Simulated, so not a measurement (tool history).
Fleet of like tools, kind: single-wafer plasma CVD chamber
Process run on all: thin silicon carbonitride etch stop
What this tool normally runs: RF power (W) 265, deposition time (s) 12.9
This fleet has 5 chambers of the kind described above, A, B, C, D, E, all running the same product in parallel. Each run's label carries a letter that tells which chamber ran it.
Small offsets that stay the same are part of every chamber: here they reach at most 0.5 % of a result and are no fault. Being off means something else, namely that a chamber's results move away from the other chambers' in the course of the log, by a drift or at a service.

| run | hour | RF power (W) | deposition time (s) | read-back reference wafer on the same gauge, thickness_nm | mean film thickness on the monitor wafer (Å) |
|---|---|---|---|---|---|
| 1D | 6.7 | 265 | 12.9 | 6.6253 | 79.597 |
| 2E | 15.3 | 265 | 12.9 | 6.6309 | 79.648 |
|  | 16.3 | chamber E: thermocouple changed; heater temperature recalibrated |
| 3C | 19.5 | 265 | 12.9 | 6.6264 | 80.407 |
| 4A | 27.9 | 265 | 12.9 | 6.6283 | 79.907 |
| 5B | 33.9 | 265 | 12.9 | 6.6233 | 80.08 |
| 6D | 40.3 | 265 | 12.9 | 6.6246 | 79.626 |
| 7E | 44.1 | 290 | 14.6 | 6.6226 | 92.802 |
| 8A | 51.7 | 290 | 14.6 | 6.6198 | 92.687 |
| 9C | 57.3 | 290 | 14.6 | 6.6185 | 93.275 |
| 10B | 61 | 290 | 14.6 | 6.6213 | 93.364 |
| 11D | 69.8 | 290 | 14.6 | 6.6187 | 92.85 |
| 12A | 75.9 | 265 | 12.9 | 6.618 | 79.715 |
| 13C | 83.3 | 265 | 12.9 | 6.6192 | 80.264 |
| 14E | 90.6 | 265 | 12.9 | 6.6172 | 79.356 |
| 15B | 97.6 | 265 | 12.9 | 6.6147 | 80.085 |
| 16C | 106.2 | 265 | 12.9 | 6.6112 | 80.109 |
| 17E | 112.9 | 265 | 12.9 | 6.6118 | 79.597 |
| 18B | 119.1 | 265 | 12.9 | 6.609 | 80.066 |
| 19A | 126.7 | 265 | 12.9 | 6.6126 | 79.62 |
| 20D | 134.4 | 265 | 12.9 | 6.6079 | 79.445 |
| 21E | 139.1 | 265 | 12.9 | 6.6083 | 79.642 |
| 22D | 147.4 | 265 | 12.9 | 6.6097 | 79.56 |
| 23C | 152.5 | 265 | 12.9 | 6.6057 | 80.019 |
| 24B | 159.4 | 265 | 12.9 | 6.6049 | 79.965 |
| 25A | 167.5 | 265 | 12.9 | 6.6032 | 79.822 |
| 26C | 174.9 | 265 | 12.9 | 6.6041 | 80.215 |
| 27E | 182.8 | 265 | 12.9 | 6.5983 | 79.372 |
| 28D | 188.2 | 265 | 12.9 | 6.6025 | 79.193 |
| 29B | 196.5 | 265 | 12.9 | 6.6014 | 80.05 |
| 30A | 200.6 | 265 | 12.9 | 6.5955 | 79.546 |
| 31B | 206.8 | 265 | 12.9 | 6.597 | 79.735 |
| 32C | 214.4 | 265 | 12.9 | 6.5961 | 80.038 |
|  | 218.9 | chamber C: RF generator calibrated |
| 33A | 220.6 | 225 | 11.2 | 6.5945 | 65.693 |
| 34E | 229 | 225 | 11.2 | 6.5945 | 65.26 |
| 35D | 234.3 | 225 | 11.2 | 6.5944 | 65.19 |
| 36B | 242.8 | 225 | 11.2 | 6.5924 | 65.835 |
| 37A | 247.6 | 225 | 11.2 | 6.5903 | 65.605 |
| 38D | 252.4 | 245 | 12.1 | 6.5893 | 72.633 |
| 39E | 257.7 | 245 | 12.1 | 6.5917 | 72.583 |
| 40C | 265.9 | 245 | 12.1 | 6.5876 | 73.035 |
| 41B | 274 | 245 | 12.1 | 6.5879 | 73.056 |
| 42E | 278.2 | 245 | 12.1 | 6.5866 | 72.541 |
| 43C | 282.5 | 265 | 12.9 | 6.5835 | 79.713 |
| 44D | 290 | 265 | 12.9 | 6.5881 | 79.171 |

All 5 chambers run these settings next. Forecast each chamber's results:
| 45A | 296.3 | 265 | 12.9 |  | ? |
| 45B | 296.3 | 265 | 12.9 |  | ? |
| 45C | 296.3 | 265 | 12.9 |  | ? |
| 45D | 296.3 | 265 | 12.9 |  | ? |
| 45E | 296.3 | 265 | 12.9 |  | ? |

| run | mean film thickness on the monitor wafer (Å) |
|---|---|
| 45A | 79.451 |
| 45B | 79.893 |
| 45C | 79.829 |
| 45D | 79.035 |
| 45E | 79.386 |
